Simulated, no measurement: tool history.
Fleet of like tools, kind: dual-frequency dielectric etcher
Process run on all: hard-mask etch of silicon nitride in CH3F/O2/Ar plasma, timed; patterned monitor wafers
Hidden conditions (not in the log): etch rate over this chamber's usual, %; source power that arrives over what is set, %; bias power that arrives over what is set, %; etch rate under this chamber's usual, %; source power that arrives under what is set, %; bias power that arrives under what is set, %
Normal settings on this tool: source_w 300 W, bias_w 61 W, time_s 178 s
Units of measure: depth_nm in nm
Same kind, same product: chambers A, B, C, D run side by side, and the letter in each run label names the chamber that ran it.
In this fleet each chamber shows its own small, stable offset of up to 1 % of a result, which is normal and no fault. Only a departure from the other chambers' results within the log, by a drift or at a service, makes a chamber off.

| run | hour | source_w | bias_w | time_s | hours since the last wet clean | hours since the last source power generator calibration | hours since the last bias power generator calibration | read-back reference wafer on the same gauge, depth_nm | depth_nm |
|---|---|---|---|---|---|---|---|---|---|
| 1C | 9.7 | 300 | 61 | 178 | 390.6 | 2232.0 | 2401.3 | 89.010 | 104.360 |
| 2B | 22.2 | 300 | 61 | 178 | 528.1 | 1930.8 | 1335.5 | 89.009 | 106.460 |
| 3A | 29.2 | 300 | 61 | 178 | 95.2 | 1974.7 | 920.8 | 88.949 | 105.140 |
| 4D | 39.5 | 300 | 61 | 178 | 55.5 | 4168.3 | 1127.6 | 88.980 | 106.160 |
| 5A | 50.7 | 300 | 61 | 178 | 116.7 | 1996.2 | 942.3 | 89.023 | 104.820 |
| 6C | 58.4 | 300 | 61 | 178 | 439.3 | 2280.7 | 2450.0 | 88.953 | 104.390 |
| 7D | 67.1 | 300 | 61 | 178 | 83.1 | 4195.9 | 1155.2 | 89.056 | 106.330 |
| 8B | 74.3 | 300 | 61 | 178 | 580.2 | 1982.9 | 1387.6 | 89.065 | 106.830 |
| 9C | 83.3 | 300 | 61 | 178 | 464.2 | 2305.6 | 2474.9 | 89.082 | 104.720 |
| 10B | 97.0 | 300 | 61 | 178 | 602.9 | 2005.6 | 1410.3 | 89.076 | 106.100 |
| 11D | 103.6 | 300 | 61 | 178 | 119.6 | 4232.4 | 1191.7 | 89.009 | 105.820 |
| 12A | 113.8 | 300 | 61 | 178 | 179.8 | 2059.3 | 1005.4 | 89.014 | 105.110 |
| 13A | 127.2 | 300 | 56 | 140 | 193.2 | 2072.7 | 1018.8 | 88.965 | 80.458 |
| 14C | 140.6 | 300 | 56 | 140 | 521.5 | 2362.9 | 2532.2 | 88.995 | 79.842 |
|  | 141.2 | chamber B: wet clean of the chamber |
| 15D | 154.4 | 300 | 56 | 140 | 170.4 | 4283.2 | 1242.5 | 88.978 | 80.970 |
| 16B | 165.9 | 300 | 56 | 140 | 24.7 | 2074.5 | 1479.2 | 88.988 | 81.561 |
|  | 172.3 | chamber C: wet clean of the chamber |
| 17B | 175.3 | 340 | 61 | 178 | 34.1 | 2083.9 | 1488.6 | 88.988 | 111.580 |
| 18D | 188.3 | 340 | 61 | 178 | 204.3 | 4317.1 | 1276.4 | 89.012 | 110.900 |
| 19C | 198.0 | 340 | 61 | 178 | 25.8 | 2420.3 | 2589.6 | 88.956 | 106.750 |
| 20A | 210.3 | 340 | 61 | 178 | 276.3 | 2155.8 | 1101.9 | 89.050 | 110.150 |
| 21C | 223.2 | 300 | 61 | 223 | 51.0 | 2445.5 | 2614.8 | 88.997 | 127.060 |
| 22D | 230.4 | 300 | 61 | 223 | 246.4 | 4359.2 | 1318.5 | 88.992 | 132.080 |
| 23B | 239.4 | 300 | 61 | 223 | 98.2 | 2148.0 | 1552.7 | 88.972 | 133.170 |
| 24A | 246.3 | 300 | 61 | 223 | 312.3 | 2191.8 | 1137.9 | 89.020 | 131.670 |
| 25C | 252.7 | 360 | 61 | 129 | 80.5 | 2475.0 | 2644.3 | 89.110 | 79.238 |
| 26B | 263.7 | 360 | 61 | 129 | 122.5 | 2172.3 | 1577.0 | 88.961 | 82.542 |
| 27A | 277.5 | 360 | 61 | 129 | 343.5 | 2223.0 | 1169.1 | 89.092 | 81.545 |
| 28D | 286.5 | 360 | 61 | 129 | 302.5 | 4415.3 | 1374.6 | 88.968 | 82.302 |
|  | 295.5 | chamber C: bias power generator calibrated |
| 29C | 298.9 | 300 | 61 | 178 | 126.7 | 2521.2 | 3.5 | 89.025 | 101.610 |
| 30D | 310.2 | 300 | 75 | 148 | 326.2 | 4439.0 | 1398.3 | 89.013 | 94.336 |
| 31B | 322.6 | 300 | 75 | 148 | 181.4 | 2231.2 | 1635.9 | 88.960 | 94.840 |
| 32A | 333.9 | 300 | 75 | 148 | 399.9 | 2279.4 | 1225.5 | 89.035 | 93.985 |

Predict what each chamber gives when all 4 of them run the settings below next.
| 33A | 344.2 | 300 | 61 | 178 |  |  |  |  | ? |
| 33B | 344.2 | 300 | 61 | 178 |  |  |  |  | ? |
| 33C | 344.2 | 300 | 61 | 178 |  |  |  |  | ? |
| 33D | 344.2 | 300 | 61 | 178 |  |  |  |  | ? |

| run | depth_nm |
|---|---|
| 33A | 104.930 |
| 33B | 106.260 |
| 33C | 101.650 |
| 33D | 106.220 |
